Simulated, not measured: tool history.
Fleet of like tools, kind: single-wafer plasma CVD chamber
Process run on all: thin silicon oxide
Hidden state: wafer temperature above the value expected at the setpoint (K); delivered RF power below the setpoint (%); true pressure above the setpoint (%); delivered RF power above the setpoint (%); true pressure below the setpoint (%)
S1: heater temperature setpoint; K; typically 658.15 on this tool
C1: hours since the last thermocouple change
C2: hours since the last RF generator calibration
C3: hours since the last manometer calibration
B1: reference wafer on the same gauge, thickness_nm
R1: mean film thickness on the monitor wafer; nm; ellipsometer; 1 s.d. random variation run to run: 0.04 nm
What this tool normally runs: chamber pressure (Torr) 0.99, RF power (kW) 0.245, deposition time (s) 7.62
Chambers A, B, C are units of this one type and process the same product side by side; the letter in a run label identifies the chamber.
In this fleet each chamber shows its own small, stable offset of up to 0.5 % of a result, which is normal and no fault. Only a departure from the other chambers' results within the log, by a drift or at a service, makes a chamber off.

run 1B hour=4.5 | S1=658.15 chamber_pressure_(Torr)=0.99 RF_power_(kW)=0.245 deposition_time_(s)=7.62 | C1=1097.7 C2=1983.6 C3=1027 | B1=12.702 | R1=15.407
run 2C hour=11.2 | S1=658.15 chamber_pressure_(Torr)=0.99 RF_power_(kW)=0.245 deposition_time_(s)=7.62 | C1=414.9 C2=1708 C3=440.2 | B1=12.697 | R1=15.583
run 3A hour=14.9 | S1=658.15 chamber_pressure_(Torr)=0.99 RF_power_(kW)=0.245 deposition_time_(s)=7.62 | C1=1784.4 C2=1115 C3=1880.7 | B1=12.71 | R1=15.448
run 4B hour=20.5 | S1=658.15 chamber_pressure_(Torr)=0.99 RF_power_(kW)=0.245 deposition_time_(s)=7.62 | C1=1113.7 C2=1999.6 C3=1043 | B1=12.701 | R1=15.426
run 5C hour=26.7 | S1=658.15 chamber_pressure_(Torr)=1.08 RF_power_(kW)=0.245 deposition_time_(s)=7.62 | C1=430.4 C2=1723.5 C3=455.7 | B1=12.705 | R1=16.396
run 6A hour=33 | S1=658.15 chamber_pressure_(Torr)=1.08 RF_power_(kW)=0.245 deposition_time_(s)=7.62 | C1=1802.5 C2=1133.1 C3=1898.8 | B1=12.704 | R1=16.443
run 7B hour=37.3 | S1=658.15 chamber_pressure_(Torr)=1.08 RF_power_(kW)=0.245 deposition_time_(s)=7.62 | C1=1130.5 C2=2016.4 C3=1059.8 | B1=12.701 | R1=16.371
run 8C hour=42.7 | S1=658.15 chamber_pressure_(Torr)=0.99 RF_power_(kW)=0.245 deposition_time_(s)=7.62 | C1=446.4 C2=1739.5 C3=471.7 | B1=12.704 | R1=15.648
run 9A hour=49.6 | S1=658.15 chamber_pressure_(Torr)=0.99 RF_power_(kW)=0.245 deposition_time_(s)=7.62 | C1=1819.1 C2=1149.7 C3=1915.4 | B1=12.697 | R1=15.492
run 10B hour=53.7 | S1=658.15 chamber_pressure_(Torr)=0.99 RF_power_(kW)=0.245 deposition_time_(s)=7.62 | C1=1146.9 C2=2032.8 C3=1076.2 | B1=12.7 | R1=15.348
run 11C hour=57.4 | S1=658.15 chamber_pressure_(Torr)=0.99 RF_power_(kW)=0.245 deposition_time_(s)=7.62 | C1=461.1 C2=1754.2 C3=486.4 | B1=12.7 | R1=15.55
run 12A hour=63 | S1=658.15 chamber_pressure_(Torr)=0.99 RF_power_(kW)=0.245 deposition_time_(s)=7.62 | C1=1832.5 C2=1163.1 C3=1928.8 | B1=12.698 | R1=15.515
run 13A hour=68.3 | S1=658.15 chamber_pressure_(Torr)=0.99 RF_power_(kW)=0.245 deposition_time_(s)=7.62 | C1=1837.8 C2=1168.4 C3=1934.1 | B1=12.692 | R1=15.493
run 14B hour=74.7 | S1=658.15 chamber_pressure_(Torr)=0.99 RF_power_(kW)=0.245 deposition_time_(s)=7.62 | C1=1167.9 C2=2053.8 C3=1097.2 | B1=12.705 | R1=15.457
run 15C hour=79.1 | S1=658.15 chamber_pressure_(Torr)=0.99 RF_power_(kW)=0.245 deposition_time_(s)=7.62 | C1=482.8 C2=1775.9 C3=508.1 | B1=12.697 | R1=15.378
run 16C hour=86.9 | S1=658.15 chamber_pressure_(Torr)=0.99 RF_power_(kW)=0.245 deposition_time_(s)=7.62 | C1=490.6 C2=1783.7 C3=515.9 | B1=12.71 | R1=15.435
run 17A hour=91.3 | S1=658.15 chamber_pressure_(Torr)=0.99 RF_power_(kW)=0.245 deposition_time_(s)=7.62 | C1=1860.8 C2=1191.4 C3=1957.1 | B1=12.7 | R1=15.481
run 18B hour=98.1 | S1=658.15 chamber_pressure_(Torr)=0.99 RF_power_(kW)=0.265 deposition_time_(s)=7.62 | C1=1191.3 C2=2077.2 C3=1120.6 | B1=12.709 | R1=15.976
run 19C hour=102.1 | S1=658.15 chamber_pressure_(Torr)=0.99 RF_power_(kW)=0.265 deposition_time_(s)=7.62 | C1=505.8 C2=1798.9 C3=531.1 | B1=12.697 | R1=16.001
-- hour=102.6 chamber B: thermocouple changed; heater temperature recalibrated
run 20B hour=109.5 | S1=658.15 chamber_pressure_(Torr)=0.99 RF_power_(kW)=0.265 deposition_time_(s)=7.62 | C1=6.9 C2=2088.6 C3=1132 | B1=12.695 | R1=16.044
run 21A hour=116.1 | S1=644.15 chamber_pressure_(Torr)=0.99 RF_power_(kW)=0.245 deposition_time_(s)=7.62 | C1=1885.6 C2=1216.2 C3=1981.9 | B1=12.698 | R1=15.63
run 22A hour=121.3 | S1=644.15 chamber_pressure_(Torr)=0.99 RF_power_(kW)=0.245 deposition_time_(s)=7.62 | C1=1890.8 C2=1221.4 C3=1987.1 | B1=12.705 | R1=15.576
run 23B hour=126.2 | S1=644.15 chamber_pressure_(Torr)=0.99 RF_power_(kW)=0.245 deposition_time_(s)=7.62 | C1=23.6 C2=2105.3 C3=1148.7 | B1=12.707 | R1=15.569
run 24C hour=130.6 | S1=658.15 chamber_pressure_(Torr)=0.99 RF_power_(kW)=0.245 deposition_time_(s)=7.62 | C1=534.3 C2=1827.4 C3=559.6 | B1=12.705 | R1=15.304
run 25A hour=135.4 | S1=658.15 chamber_pressure_(Torr)=0.99 RF_power_(kW)=0.245 deposition_time_(s)=7.62 | C1=1904.9 C2=1235.5 C3=2001.2 | B1=12.707 | R1=15.512
run 26C hour=139.7 | S1=658.15 chamber_pressure_(Torr)=0.99 RF_power_(kW)=0.245 deposition_time_(s)=7.62 | C1=543.4 C2=1836.5 C3=568.7 | B1=12.698 | R1=15.297
run 27B hour=147 | S1=658.15 chamber_pressure_(Torr)=0.99 RF_power_(kW)=0.245 deposition_time_(s)=7.62 | C1=44.4 C2=2126.1 C3=1169.5 | B1=12.707 | R1=15.376
run 28A hour=151.6 | S1=658.15 chamber_pressure_(Torr)=0.99 RF_power_(kW)=0.245 deposition_time_(s)=7.62 | C1=1921.1 C2=1251.7 C3=2017.4 | B1=12.692 | R1=15.433
run 29B hour=156.1 | S1=669.15 chamber_pressure_(Torr)=0.99 RF_power_(kW)=0.29 deposition_time_(s)=7.62 | C1=53.5 C2=2135.2 C3=1178.6 | B1=12.703 | R1=16.447
run 30C hour=162.5 | S1=669.15 chamber_pressure_(Torr)=0.99 RF_power_(kW)=0.29 deposition_time_(s)=7.62 | C1=566.2 C2=1859.3 C3=591.5 | B1=12.708 | R1=16.289
run 31C hour=169.5 | S1=669.15 chamber_pressure_(Torr)=0.99 RF_power_(kW)=0.29 deposition_time_(s)=7.62 | C1=573.2 C2=1866.3 C3=598.5 | B1=12.702 | R1=16.261
run 32A hour=177.7 | S1=658.15 chamber_pressure_(Torr)=0.99 RF_power_(kW)=0.245 deposition_time_(s)=7.62 | C1=1947.2 C2=1277.8 C3=2043.5 | B1=12.704 | R1=15.458
run 33B hour=185.3 | S1=658.15 chamber_pressure_(Torr)=0.99 RF_power_(kW)=0.245 deposition_time_(s)=7.62 | C1=82.7 C2=2164.4 C3=1207.8 | B1=12.708 | R1=15.481
run 34C hour=193.5 | S1=658.15 chamber_pressure_(Torr)=0.99 RF_power_(kW)=0.26 deposition_time_(s)=7.62 | C1=597.2 C2=1890.3 C3=622.5 | B1=12.703 | R1=15.466
run 35B hour=199.4 | S1=658.15 chamber_pressure_(Torr)=0.99 RF_power_(kW)=0.26 deposition_time_(s)=7.62 | C1=96.8 C2=2178.5 C3=1221.9 | B1=12.705 | R1=15.861

Each of the 3 chambers runs these same settings next. Fill in every chamber's results:
run 36A hour=205.4 | S1=658.15 chamber_pressure_(Torr)=0.99 RF_power_(kW)=0.245 deposition_time_(s)=6.17 | R1=?
run 36B hour=205.4 | S1=658.15 chamber_pressure_(Torr)=0.99 RF_power_(kW)=0.245 deposition_time_(s)=6.17 | R1=?
run 36C hour=205.4 | S1=658.15 chamber_pressure_(Torr)=0.99 RF_power_(kW)=0.245 deposition_time_(s)=6.17 | R1=?

run=36A R1=12.585
run=36B R1=12.499
run=36C R1=12.181
